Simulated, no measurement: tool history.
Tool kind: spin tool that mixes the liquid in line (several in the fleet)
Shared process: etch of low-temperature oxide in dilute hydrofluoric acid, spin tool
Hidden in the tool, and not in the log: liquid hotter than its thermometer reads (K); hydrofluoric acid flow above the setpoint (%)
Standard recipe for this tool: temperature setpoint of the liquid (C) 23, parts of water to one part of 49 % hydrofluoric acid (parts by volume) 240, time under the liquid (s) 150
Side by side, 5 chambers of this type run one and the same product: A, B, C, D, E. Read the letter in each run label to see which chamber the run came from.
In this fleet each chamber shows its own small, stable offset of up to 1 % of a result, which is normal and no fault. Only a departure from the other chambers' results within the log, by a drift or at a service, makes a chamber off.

run,hour,temperature setpoint of the liquid (C),parts of water to one part of 49 % hydrofluoric acid (parts by volume),time under the liquid (s),hours since the thermometer was replaced,hours since the hydrofluoric acid flow meter was replaced,"read-back film thickness of the low-temperature oxide reference wafer, read on the same gauge (nm)",thickness taken off the low-temperature oxide on a monitor wafer (Å)
1B,4.2,23,240,150,1310.5,1190.6,139.99,101.11
2A,7.9,23,240,150,1975.2,288.7,140,101.52
3E,12.9,23,240,150,550.9,118.4,139.98,101.25
4D,16.3,23,240,150,493.5,180.5,140.01,100.21
5C,20.7,23,310,150,392.8,382.7,140.03,72.649
6A,25.4,23,310,150,1992.7,306.2,140.01,71.492
7D,31.6,23,310,150,508.8,195.8,140.02,73.191
# hour 32.6: chamber A: thermometer replaced
8B,35.4,23,310,150,1341.7,1221.8,140.02,72.658
9C,38.4,23,310,150,410.5,400.4,140.02,72.593
10E,44.1,23,240,150,582.1,149.6,139.98,99.912
11A,47.9,23,240,150,15.4,328.7,140,101.78
12E,53.8,23,240,150,591.8,159.3,140,99.62
13C,59.3,23,240,150,431.4,421.3,140,98.45
14D,64.8,23,240,150,542,229,140.02,101.1
15B,67.8,23,240,150,1374.1,1254.2,140,100.46
16B,73.6,23,180,150,1379.9,1260,140,142.18
17A,79.7,23,180,150,47.2,360.5,140,143.12
18C,85.5,23,180,150,457.6,447.5,140.02,142.96
19E,91.8,23,180,150,629.8,197.3,140,144.56
20D,97.5,23,180,150,574.7,261.7,140.01,141.24
21B,103,23,240,150,1409.3,1289.4,140.01,99.833
22A,106.6,23,240,150,74.1,387.4,139.98,100.43
23D,111.3,23,240,150,588.5,275.5,139.97,100.24
24C,117.5,23,240,150,489.6,479.5,139.97,104.95
25E,121.1,23,240,150,659.1,226.6,139.99,100.02
26C,126.1,23,240,150,498.2,488.1,140.01,105.03
27A,129.8,23,240,150,97.3,410.6,140,100.11
28D,133.8,23,240,150,611,298,139.97,100.92
29E,138.6,23,240,150,676.6,244.1,140,100.85
30B,142.3,23,240,150,1448.6,1328.7,140.03,101.42
31E,145.9,23,240,150,683.9,251.4,140,100.66
32C,150.3,23,240,150,522.4,512.3,139.99,107.38
33D,155.7,23,340,205,632.9,319.9,140,88.113
34A,160.7,23,340,205,128.2,441.5,140.01,88.916
35B,165.7,23,340,205,1472,1352.1,139.98,87.776

Is one chamber out of step, is the gauge drifting, or do the chambers differ by no more than their own small offsets? For an off chamber, give its letter and the likeliest cause.

Chamber C drifts away from the others.
What lies behind it: hydrofluoric acid flow above the setpoint (%) = 7.18.
The log might look much the same if the cause were instead: liquid hotter than its thermometer reads (K).

Here are 4 candidates for chamber C's next run, each the usual settings with a change, their results left as question marks. Which one brings its results back in line with what the others give on the usual settings?
In line here means within this much of the mean the other chambers give on the usual settings: thickness taken off the low-temperature oxide on a monitor wafer (Å) 2.8
36C-1,170.5,23,235,150,,,,?
36C-2,170.5,23,250,145,,,,?
36C-3,170.5,23,230,155,,,,?
36C-4,170.5,23,245,150,,,,?

What the other chambers average on the usual settings: thickness taken off the low-temperature oxide on a monitor wafer (Å) 100.51
run,thickness taken off the low-temperature oxide on a monitor wafer (Å)
36C-1,112.02
36C-2,100.45
36C-3,118.79
36C-4,106.5
With 36C-2, the chamber falls back in line with the rest.
